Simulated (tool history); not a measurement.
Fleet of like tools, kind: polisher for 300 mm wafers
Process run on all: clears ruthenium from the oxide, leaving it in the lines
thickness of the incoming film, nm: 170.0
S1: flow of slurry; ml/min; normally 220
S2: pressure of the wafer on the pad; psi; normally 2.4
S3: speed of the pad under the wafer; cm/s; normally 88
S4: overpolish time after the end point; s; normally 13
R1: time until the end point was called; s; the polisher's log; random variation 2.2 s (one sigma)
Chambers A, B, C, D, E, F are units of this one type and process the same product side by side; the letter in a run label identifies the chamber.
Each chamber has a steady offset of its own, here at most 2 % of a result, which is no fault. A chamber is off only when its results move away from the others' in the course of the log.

-- hour=6.7 chamber C: worn pad replaced by a new one
run 1B hour=7.1 | S1=220 S2=2.4 S3=88 S4=13 | R1=131.8
-- hour=12 chamber A: head pressure recalibrated
run 2E hour=12.1 | S1=220 S2=2.4 S3=88 S4=13 | R1=140.58
-- hour=18.8 chamber D: worn pad replaced by a new one
run 3D hour=19.6 | S1=220 S2=2.4 S3=88 S4=13 | R1=134.86
run 4C hour=23.8 | S1=220 S2=2.4 S3=88 S4=13 | R1=139.7
-- hour=24.1 chamber B: worn pad replaced by a new one
run 5A hour=28.9 | S1=220 S2=2.4 S3=88 S4=13 | R1=139.64
run 6F hour=34.9 | S1=220 S2=2.4 S3=88 S4=13 | R1=134.87
run 7C hour=38.7 | S1=220 S2=2.4 S3=88 S4=13 | R1=136.83
-- hour=41.5 chamber B: slurry nozzle cleaned
-- hour=41.9 chamber E: worn pad replaced by a new one
-- hour=42.2 chamber F: worn pad replaced by a new one
run 8B hour=46.4 | S1=220 S2=2.4 S3=110 S4=13 | R1=106.82
run 9E hour=50.4 | S1=220 S2=2.4 S3=110 S4=13 | R1=109.1
-- hour=50.8 chamber A: worn pad replaced by a new one
run 10D hour=57.9 | S1=220 S2=2.4 S3=110 S4=13 | R1=112.21
-- hour=63.6 chamber A: slurry nozzle cleaned
run 11A hour=63.6 | S1=220 S2=2.4 S3=110 S4=13 | R1=108.56
run 12F hour=67.1 | S1=220 S2=2.4 S3=110 S4=13 | R1=108.47
run 13E hour=72.9 | S1=220 S2=2.4 S3=110 S4=13 | R1=109.85
-- hour=77.4 chamber F: head pressure recalibrated
run 14F hour=78.7 | S1=220 S2=3 S3=88 S4=13 | R1=109.6
run 15B hour=85.5 | S1=220 S2=3 S3=88 S4=13 | R1=109.89
run 16C hour=89.5 | S1=220 S2=3 S3=88 S4=13 | R1=114.8
run 17A hour=95.3 | S1=220 S2=3 S3=88 S4=13 | R1=109.71
run 18D hour=100 | S1=220 S2=3 S3=88 S4=13 | R1=111.09
-- hour=101.8 chamber F: worn pad replaced by a new one
-- hour=106.3 chamber E: worn pad replaced by a new one
run 19C hour=106.9 | S1=220 S2=3 S3=88 S4=13 | R1=112
run 20A hour=111.2 | S1=220 S2=2.4 S3=88 S4=13 | R1=139.32
run 21B hour=115.1 | S1=220 S2=2.4 S3=88 S4=10 | R1=136.09
-- hour=115.2 chamber C: worn pad replaced by a new one
run 22F hour=119.9 | S1=220 S2=2.4 S3=88 S4=10 | R1=136.08
-- hour=123.7 chamber A: worn pad replaced by a new one
run 23D hour=124 | S1=220 S2=2.4 S3=88 S4=10 | R1=143.42
run 24E hour=129.5 | S1=220 S2=2.4 S3=88 S4=10 | R1=134.93
-- hour=132.3 chamber B: worn pad replaced by a new one
run 25F hour=137.2 | S1=220 S2=2.4 S3=88 S4=10 | R1=135.04
run 26A hour=142.1 | S1=220 S2=2.4 S3=88 S4=10 | R1=135.76
-- hour=143 chamber D: worn pad replaced by a new one
run 27C hour=145.6 | S1=220 S2=1.9 S3=106 S4=13 | R1=142.8
run 28E hour=153 | S1=220 S2=1.9 S3=106 S4=13 | R1=144.49
run 29B hour=159 | S1=220 S2=1.9 S3=106 S4=13 | R1=138.73
run 30D hour=162.9 | S1=220 S2=1.9 S3=106 S4=13 | R1=153.86
run 31F hour=166.9 | S1=220 S2=1.9 S3=106 S4=13 | R1=143.28
-- hour=170.3 chamber E: worn pad replaced by a new one
-- hour=170.4 chamber F: worn pad replaced by a new one
run 32E hour=173.5 | S1=220 S2=1.9 S3=106 S4=13 | R1=142.61
run 33C hour=181.3 | S1=270 S2=2.4 S3=88 S4=13 | R1=132.35
run 34D hour=185.5 | S1=270 S2=2.4 S3=88 S4=13 | R1=144.81
run 35A hour=189.9 | S1=270 S2=2.4 S3=88 S4=13 | R1=130.79
-- hour=196.8 chamber A: worn pad replaced by a new one
run 36B hour=198 | S1=270 S2=2.4 S3=88 S4=13 | R1=130.31
run 37F hour=204.3 | S1=270 S2=2.4 S3=88 S4=13 | R1=132.49
-- hour=204.8 chamber C: worn pad replaced by a new one
run 38B hour=209.9 | S1=270 S2=2.4 S3=88 S4=13 | R1=128.54
run 39E hour=217.1 | S1=220 S2=2.4 S3=88 S4=13 | R1=137.31
run 40D hour=221.9 | S1=220 S2=2.4 S3=88 S4=13 | R1=147.24
-- hour=224.5 chamber C: head pressure recalibrated
run 41A hour=228.3 | S1=220 S2=2.4 S3=88 S4=13 | R1=135.48
run 42C hour=235.8 | S1=220 S2=2.4 S3=88 S4=13 | R1=138.62

For the next run the whole fleet of 6 chambers uses the same settings. Give each chamber's results:
run 43A hour=241.6 | S1=220 S2=2.4 S3=88 S4=13 | R1=?
run 43B hour=241.6 | S1=220 S2=2.4 S3=88 S4=13 | R1=?
run 43C hour=241.6 | S1=220 S2=2.4 S3=88 S4=13 | R1=?
run 43D hour=241.6 | S1=220 S2=2.4 S3=88 S4=13 | R1=?
run 43E hour=241.6 | S1=220 S2=2.4 S3=88 S4=13 | R1=?
run 43F hour=241.6 | S1=220 S2=2.4 S3=88 S4=13 | R1=?

run=43A R1=132.71
run=43B R1=135.5
run=43C R1=141.2
run=43D R1=158.32
run=43E R1=136.74
run=43F R1=138.62

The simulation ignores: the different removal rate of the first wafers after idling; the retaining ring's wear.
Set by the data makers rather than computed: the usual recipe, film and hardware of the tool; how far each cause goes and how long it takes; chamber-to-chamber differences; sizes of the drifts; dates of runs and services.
